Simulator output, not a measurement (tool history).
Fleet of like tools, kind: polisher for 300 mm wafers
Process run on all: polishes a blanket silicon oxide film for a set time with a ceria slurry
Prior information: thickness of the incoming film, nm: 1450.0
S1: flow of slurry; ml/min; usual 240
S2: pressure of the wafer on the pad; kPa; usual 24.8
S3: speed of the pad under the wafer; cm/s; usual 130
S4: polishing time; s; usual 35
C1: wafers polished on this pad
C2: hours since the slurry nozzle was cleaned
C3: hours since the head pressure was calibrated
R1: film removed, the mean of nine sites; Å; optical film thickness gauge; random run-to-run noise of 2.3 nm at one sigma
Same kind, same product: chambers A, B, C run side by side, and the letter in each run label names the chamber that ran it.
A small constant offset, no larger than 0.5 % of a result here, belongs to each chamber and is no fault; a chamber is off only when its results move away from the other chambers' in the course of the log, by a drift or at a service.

run	hour	S1	S2	S3	S4	C1	C2	C3	R1
# hour 0.8: chamber A: slurry nozzle cleaned
1A	7.6	240	24.8	130	35	780	6.8	247.5	2020.3
2C	16.2	240	24.8	130	35	290	161.8	241.8	2027.7
3B	21.5	240	24.8	130	35	784	414.0	309.0	2054.9
4C	27.1	240	24.8	130	35	395	172.7	252.7	2025.6
5A	35.9	240	24.8	130	35	1051	35.1	275.8	2005.2
6B	40.9	240	24.8	130	35	970	433.4	328.4	2033.2
7B	46.9	240	24.8	130	35	1028	439.4	334.4	2018.6
8C	53.8	240	24.8	130	35	650	199.4	279.4	2000.1
# hour 54.8: chamber C: head pressure recalibrated
# hour 58.2: chamber C: worn pad replaced by a new one
9A	58.5	270	24.8	130	35	1268	57.7	298.4	2043.2
10C	64.5	270	24.8	130	35	61	210.1	9.8	2051.3
# hour 69.0: chamber A: worn pad replaced by a new one
11A	71.7	270	24.8	130	35	26	70.9	311.6	2090.3
12B	79.9	240	24.8	130	35	1344	472.4	367.4	1974.4
# hour 84.2: chamber B: slurry nozzle cleaned
13A	88.6	240	24.8	130	35	188	87.8	328.5	2049.0
14C	95.4	240	24.8	130	35	357	241.0	40.7	2016.7
# hour 101.1: chamber B: worn pad replaced by a new one
15B	103.7	240	24.8	130	35	25	19.5	391.2	1974.1
# hour 105.0: chamber A: head pressure recalibrated
16C	109.7	240	24.8	130	35	494	255.3	55.0	2017.3
17A	118.5	240	24.8	130	35	474	117.7	13.6	2004.3
# hour 122.4: chamber C: worn pad replaced by a new one
18B	124.1	240	24.8	100	35	221	39.9	411.6	1503.8
19C	128.6	240	24.8	100	35	59	274.2	73.9	1539.1
20A	134.1	240	24.8	100	35	623	133.3	29.2	1611.8
21B	139.3	240	24.8	130	35	366	55.1	426.8	1906.3
22A	146.7	240	24.8	130	35	744	145.9	41.8	1993.6
23C	155.2	240	24.8	100	44	314	300.8	100.5	1955.5
24B	159.4	240	24.8	100	44	559	75.2	446.9	1814.0
25B	167.0	240	24.8	100	44	632	82.8	454.5	1807.7
26A	174.0	240	24.8	130	35	1006	173.2	69.1	2024.1
27C	178.8	240	24.8	130	35	540	324.4	124.1	2017.4
# hour 181.2: chamber C: worn pad replaced by a new one
28C	186.2	240	24.8	130	35	48	331.8	131.5	2021.1
# hour 190.7: chamber A: worn pad replaced by a new one
29B	194.9	240	24.8	130	35	899	110.7	482.4	1862.6
30A	200.3	240	24.8	130	35	92	199.5	95.4	2047.4
31A	206.1	240	24.8	130	35	147	205.3	101.2	2017.1

Does one chamber stand apart from the rest, does the shared gauge drift, or is all well apart from small per-chamber offsets? Give the chamber and the most likely cause, where there is one.

Little by little, chamber B moves away from the other chambers.
What lies behind it: head's pressure below its setpoint, % = 11.1.

Which of the 4 candidates below, each the usual settings with something changed and its results left as question marks, puts chamber B back in line with what the other chambers give on the usual settings?
In line here means within this much of the mean the other chambers give on the usual settings: R1 80.0 Å
32B-1	212.6	240	24.8	100	35				?
32B-2	212.6	245	28.3	146	35				?
32B-3	212.6	240	24.1	124	34				?
32B-4	212.6	240	26.2	130	37				?

Usual-settings mean across the other chambers: R1 2025.9 Å
run	R1
32B-1	1397.0
32B-2	2315.1
32B-3	1629.7
32B-4	2017.9
It is 32B-4 that realigns the chamber with its peers.
